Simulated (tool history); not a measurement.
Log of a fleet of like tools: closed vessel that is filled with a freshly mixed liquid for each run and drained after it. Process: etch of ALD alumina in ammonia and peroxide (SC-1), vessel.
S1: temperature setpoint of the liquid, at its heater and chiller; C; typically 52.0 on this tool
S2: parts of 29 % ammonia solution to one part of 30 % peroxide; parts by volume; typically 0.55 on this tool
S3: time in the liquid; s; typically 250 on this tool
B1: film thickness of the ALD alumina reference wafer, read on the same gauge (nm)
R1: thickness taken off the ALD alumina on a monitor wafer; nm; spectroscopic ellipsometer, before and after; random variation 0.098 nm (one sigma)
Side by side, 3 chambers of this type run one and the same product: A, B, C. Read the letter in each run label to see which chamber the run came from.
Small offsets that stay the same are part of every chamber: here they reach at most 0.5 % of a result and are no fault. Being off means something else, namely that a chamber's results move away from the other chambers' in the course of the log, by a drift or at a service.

run 1B day=0.117 | S1=52.0 S2=0.55 S3=250 | B1=120.00 | R1=13.493
run 2C day=0.304 | S1=52.0 S2=0.55 S3=250 | B1=119.98 | R1=13.332
run 3A day=0.538 | S1=52.0 S2=0.55 S3=250 | B1=120.00 | R1=13.441
run 4C day=0.650 | S1=52.0 S2=0.55 S3=250 | B1=120.03 | R1=13.357
run 5B day=0.825 | S1=52.0 S2=0.55 S3=250 | B1=120.00 | R1=13.434
run 6A day=0.975 | S1=52.0 S2=0.55 S3=250 | B1=119.99 | R1=13.505
run 7C day=1.171 | S1=52.0 S2=0.55 S3=250 | B1=119.96 | R1=13.371
run 8A day=1.354 | S1=52.0 S2=0.55 S3=250 | B1=120.00 | R1=13.350
run 9B day=1.504 | S1=52.0 S2=0.55 S3=250 | B1=120.02 | R1=13.436
run 10C day=1.742 | S1=52.0 S2=0.55 S3=250 | B1=119.98 | R1=13.540
run 11A day=1.958 | S1=52.0 S2=0.55 S3=250 | B1=120.03 | R1=13.617
run 12B day=2.100 | S1=52.0 S2=0.55 S3=250 | B1=119.99 | R1=13.477
-- day=2.167 chamber A: new drum of ammonia solution connected
run 13C day=2.321 | S1=52.0 S2=0.40 S3=250 | B1=120.00 | R1=13.034
-- day=2.508 chamber B: new drum of ammonia solution connected
run 14B day=2.542 | S1=52.0 S2=0.40 S3=250 | B1=119.98 | R1=13.076
run 15A day=2.712 | S1=52.0 S2=0.40 S3=250 | B1=120.00 | R1=12.993
run 16A day=2.896 | S1=52.0 S2=0.55 S3=250 | B1=119.99 | R1=13.553
run 17B day=3.100 | S1=52.0 S2=0.55 S3=250 | B1=120.00 | R1=13.754
run 18C day=3.258 | S1=52.0 S2=0.55 S3=250 | B1=119.99 | R1=13.352
run 19B day=3.488 | S1=52.0 S2=0.55 S3=250 | B1=120.01 | R1=13.479
run 20A day=3.708 | S1=52.0 S2=0.55 S3=250 | B1=120.01 | R1=13.391
run 21C day=3.854 | S1=52.0 S2=0.55 S3=250 | B1=119.99 | R1=13.357
run 22A day=3.962 | S1=52.0 S2=0.55 S3=250 | B1=119.99 | R1=13.349
run 23B day=4.121 | S1=52.0 S2=0.55 S3=250 | B1=120.00 | R1=13.475
run 24C day=4.325 | S1=52.0 S2=0.55 S3=250 | B1=120.02 | R1=13.315
run 25C day=4.546 | S1=52.0 S2=0.40 S3=250 | B1=119.98 | R1=12.940
run 26B day=4.700 | S1=52.0 S2=0.40 S3=250 | B1=120.01 | R1=13.160
run 27A day=4.808 | S1=52.0 S2=0.40 S3=250 | B1=120.00 | R1=13.061
run 28B day=4.992 | S1=52.0 S2=0.55 S3=250 | B1=120.03 | R1=13.437
run 29C day=5.146 | S1=52.0 S2=0.55 S3=250 | B1=120.01 | R1=13.294
run 30A day=5.312 | S1=52.0 S2=0.40 S3=205 | B1=119.98 | R1=10.724
run 31A day=5.529 | S1=52.0 S2=0.40 S3=205 | B1=120.02 | R1=10.668
run 32B day=5.675 | S1=52.0 S2=0.40 S3=205 | B1=120.03 | R1=10.801
run 33C day=5.858 | S1=61.5 S2=0.55 S3=250 | B1=120.01 | R1=22.042
run 34C day=6.058 | S1=61.5 S2=0.55 S3=250 | B1=120.00 | R1=21.856
run 35A day=6.250 | S1=61.5 S2=0.55 S3=250 | B1=120.00 | R1=22.405
run 36B day=6.479 | S1=52.0 S2=0.55 S3=250 | B1=119.97 | R1=13.392
run 37C day=6.667 | S1=52.0 S2=0.55 S3=250 | B1=120.00 | R1=13.555
run 38A day=6.846 | S1=52.0 S2=0.55 S3=250 | B1=119.97 | R1=13.280
run 39B day=6.979 | S1=52.0 S2=0.55 S3=250 | B1=120.01 | R1=13.510

Next, all 3 chambers run the settings below, one line each with question marks for the results. What does each chamber give?
run 40A day=7.154 | S1=52.0 S2=0.55 S3=190 | R1=?
run 40B day=7.154 | S1=52.0 S2=0.55 S3=190 | R1=?
run 40C day=7.154 | S1=52.0 S2=0.55 S3=190 | R1=?

run=40A R1=10.263
run=40B R1=10.277
run=40C R1=10.236
